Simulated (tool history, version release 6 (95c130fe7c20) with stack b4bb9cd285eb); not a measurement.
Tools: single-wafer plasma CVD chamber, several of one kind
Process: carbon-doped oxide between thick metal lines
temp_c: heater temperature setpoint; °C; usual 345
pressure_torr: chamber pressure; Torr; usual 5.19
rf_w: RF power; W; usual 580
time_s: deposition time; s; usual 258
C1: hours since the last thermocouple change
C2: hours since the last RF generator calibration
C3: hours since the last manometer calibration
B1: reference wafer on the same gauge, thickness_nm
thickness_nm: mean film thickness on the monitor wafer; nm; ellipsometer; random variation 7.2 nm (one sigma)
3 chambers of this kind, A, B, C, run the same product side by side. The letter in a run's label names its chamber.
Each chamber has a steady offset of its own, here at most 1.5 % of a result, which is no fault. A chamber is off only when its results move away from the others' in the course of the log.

run 1B day=0.233 | temp_c=345 pressure_torr=5.19 rf_w=580 time_s=258 | C1=784 C2=754 C3=670.1 | B1=1389.5 | thickness_nm=1414.2
run 2A day=0.433 | temp_c=345 pressure_torr=5.19 rf_w=580 time_s=258 | C1=1330.6 C2=966.4 C3=509.2 | B1=1388.1 | thickness_nm=1454.9
run 3C day=0.621 | temp_c=345 pressure_torr=5.19 rf_w=580 time_s=258 | C1=2070.4 C2=407.1 C3=1292.6 | B1=1389.8 | thickness_nm=1430.6
run 4A day=0.771 | temp_c=345 pressure_torr=5.19 rf_w=580 time_s=258 | C1=1338.7 C2=974.5 C3=517.3 | B1=1389.3 | thickness_nm=1454.2
run 5C day=0.925 | temp_c=345 pressure_torr=5.19 rf_w=580 time_s=258 | C1=2077.7 C2=414.4 C3=1299.9 | B1=1390.6 | thickness_nm=1441.3
run 6B day=1.092 | temp_c=345 pressure_torr=5.19 rf_w=580 time_s=258 | C1=804.6 C2=774.6 C3=690.7 | B1=1390.2 | thickness_nm=1425.2
run 7C day=1.308 | temp_c=345 pressure_torr=5.19 rf_w=580 time_s=258 | C1=2086.9 C2=423.6 C3=1309.1 | B1=1389 | thickness_nm=1447.8
run 8A day=1.458 | temp_c=345 pressure_torr=4.49 rf_w=660 time_s=258 | C1=1355.2 C2=991 C3=533.8 | B1=1389.9 | thickness_nm=1532.5
run 9B day=1.667 | temp_c=345 pressure_torr=4.49 rf_w=660 time_s=258 | C1=818.4 C2=788.4 C3=704.5 | B1=1389.5 | thickness_nm=1513.4
run 10C day=1.85 | temp_c=345 pressure_torr=4.49 rf_w=660 time_s=258 | C1=2099.9 C2=436.6 C3=1322.1 | B1=1388.8 | thickness_nm=1528
run 11A day=1.992 | temp_c=345 pressure_torr=5.19 rf_w=580 time_s=258 | C1=1368 C2=1003.8 C3=546.6 | B1=1390.7 | thickness_nm=1453.4
run 12B day=2.242 | temp_c=345 pressure_torr=5.19 rf_w=580 time_s=258 | C1=832.2 C2=802.2 C3=718.3 | B1=1388.6 | thickness_nm=1420.2
run 13B day=2.446 | temp_c=345 pressure_torr=5.19 rf_w=580 time_s=258 | C1=837.1 C2=807.1 C3=723.2 | B1=1390.3 | thickness_nm=1430.9
run 14C day=2.575 | temp_c=345 pressure_torr=5.19 rf_w=580 time_s=258 | C1=2117.3 C2=454 C3=1339.5 | B1=1390.2 | thickness_nm=1441.3
run 15A day=2.838 | temp_c=345 pressure_torr=5.19 rf_w=580 time_s=258 | C1=1388.3 C2=1024.1 C3=566.9 | B1=1389 | thickness_nm=1458
run 16A day=3.071 | temp_c=345 pressure_torr=5.19 rf_w=580 time_s=258 | C1=1393.9 C2=1029.7 C3=572.5 | B1=1389.2 | thickness_nm=1454.4
run 17B day=3.275 | temp_c=345 pressure_torr=5.19 rf_w=580 time_s=258 | C1=857 C2=827 C3=743.1 | B1=1391.4 | thickness_nm=1413
run 18C day=3.467 | temp_c=345 pressure_torr=5.19 rf_w=580 time_s=258 | C1=2138.7 C2=475.4 C3=1360.9 | B1=1388.5 | thickness_nm=1445.5
run 19C day=3.654 | temp_c=345 pressure_torr=5.19 rf_w=580 time_s=258 | C1=2143.2 C2=479.9 C3=1365.4 | B1=1390.2 | thickness_nm=1413.5
run 20B day=3.842 | temp_c=345 pressure_torr=5.19 rf_w=580 time_s=258 | C1=870.6 C2=840.6 C3=756.7 | B1=1390.1 | thickness_nm=1423.3
run 21A day=4.038 | temp_c=345 pressure_torr=5.19 rf_w=580 time_s=258 | C1=1417.1 C2=1052.9 C3=595.7 | B1=1391.1 | thickness_nm=1461.1
run 22C day=4.2 | temp_c=357 pressure_torr=5.19 rf_w=580 time_s=230 | C1=2156.3 C2=493 C3=1378.5 | B1=1389.8 | thickness_nm=1222.6
run 23A day=4.404 | temp_c=357 pressure_torr=5.19 rf_w=580 time_s=230 | C1=1425.9 C2=1061.7 C3=604.5 | B1=1389.1 | thickness_nm=1259.2
run 24B day=4.608 | temp_c=357 pressure_torr=5.19 rf_w=580 time_s=230 | C1=889 C2=859 C3=775.1 | B1=1390.2 | thickness_nm=1233.8
run 25B day=4.867 | temp_c=345 pressure_torr=5.19 rf_w=580 time_s=258 | C1=895.2 C2=865.2 C3=781.3 | B1=1390.2 | thickness_nm=1412.2
run 26A day=5.029 | temp_c=345 pressure_torr=5.19 rf_w=580 time_s=258 | C1=1440.9 C2=1076.7 C3=619.5 | B1=1388.3 | thickness_nm=1457.8
run 27C day=5.208 | temp_c=333 pressure_torr=5.19 rf_w=580 time_s=228 | C1=2180.5 C2=517.2 C3=1402.7 | B1=1391.6 | thickness_nm=1290.3
run 28B day=5.438 | temp_c=333 pressure_torr=5.19 rf_w=580 time_s=228 | C1=908.9 C2=878.9 C3=795 | B1=1391.6 | thickness_nm=1294.9
run 29A day=5.704 | temp_c=333 pressure_torr=5.19 rf_w=580 time_s=228 | C1=1457.1 C2=1092.9 C3=635.7 | B1=1389.5 | thickness_nm=1337.8
run 30C day=5.867 | temp_c=345 pressure_torr=5.19 rf_w=580 time_s=258 | C1=2196.3 C2=533 C3=1418.5 | B1=1388.4 | thickness_nm=1403.9
run 31B day=6.029 | temp_c=345 pressure_torr=5.19 rf_w=580 time_s=258 | C1=923.1 C2=893.1 C3=809.2 | B1=1390.9 | thickness_nm=1424
run 32A day=6.279 | temp_c=345 pressure_torr=5.19 rf_w=580 time_s=258 | C1=1470.9 C2=1106.7 C3=649.5 | B1=1390.6 | thickness_nm=1458.3
run 33C day=6.417 | temp_c=345 pressure_torr=5.19 rf_w=580 time_s=258 | C1=2209.5 C2=546.2 C3=1431.7 | B1=1390.5 | thickness_nm=1400.5
-- day=6.462 chamber C: capacitance manometer re-zeroed and calibrated
run 34A day=6.567 | temp_c=345 pressure_torr=5.19 rf_w=580 time_s=258 | C1=1477.8 C2=1113.6 C3=656.4 | B1=1390.3 | thickness_nm=1456.7
run 35C day=6.825 | temp_c=345 pressure_torr=5.19 rf_w=580 time_s=258 | C1=2219.3 C2=556 C3=8.7 | B1=1390.4 | thickness_nm=1388.3
run 36B day=6.958 | temp_c=345 pressure_torr=5.19 rf_w=580 time_s=258 | C1=945.4 C2=915.4 C3=831.5 | B1=1389.3 | thickness_nm=1431.4
run 37A day=7.204 | temp_c=345 pressure_torr=5.19 rf_w=580 time_s=258 | C1=1493.1 C2=1128.9 C3=671.7 | B1=1389.5 | thickness_nm=1468
run 38C day=7.442 | temp_c=345 pressure_torr=5.19 rf_w=580 time_s=258 | C1=2234.1 C2=570.8 C3=23.5 | B1=1388.9 | thickness_nm=1381.2
run 39B day=7.579 | temp_c=345 pressure_torr=5.19 rf_w=580 time_s=258 | C1=960.3 C2=930.3 C3=846.4 | B1=1388.8 | thickness_nm=1421.3
run 40B day=7.767 | temp_c=345 pressure_torr=5.19 rf_w=580 time_s=258 | C1=964.8 C2=934.8 C3=850.9 | B1=1391.3 | thickness_nm=1425.4

All 3 chambers run these settings next. Forecast each chamber's results:
run 41A day=7.958 | temp_c=345 pressure_torr=5.19 rf_w=580 time_s=258 | thickness_nm=?
run 41B day=7.958 | temp_c=345 pressure_torr=5.19 rf_w=580 time_s=258 | thickness_nm=?
run 41C day=7.958 | temp_c=345 pressure_torr=5.19 rf_w=580 time_s=258 | thickness_nm=?

run=41A thickness_nm=1465.7
run=41B thickness_nm=1415
run=41C thickness_nm=1378.7
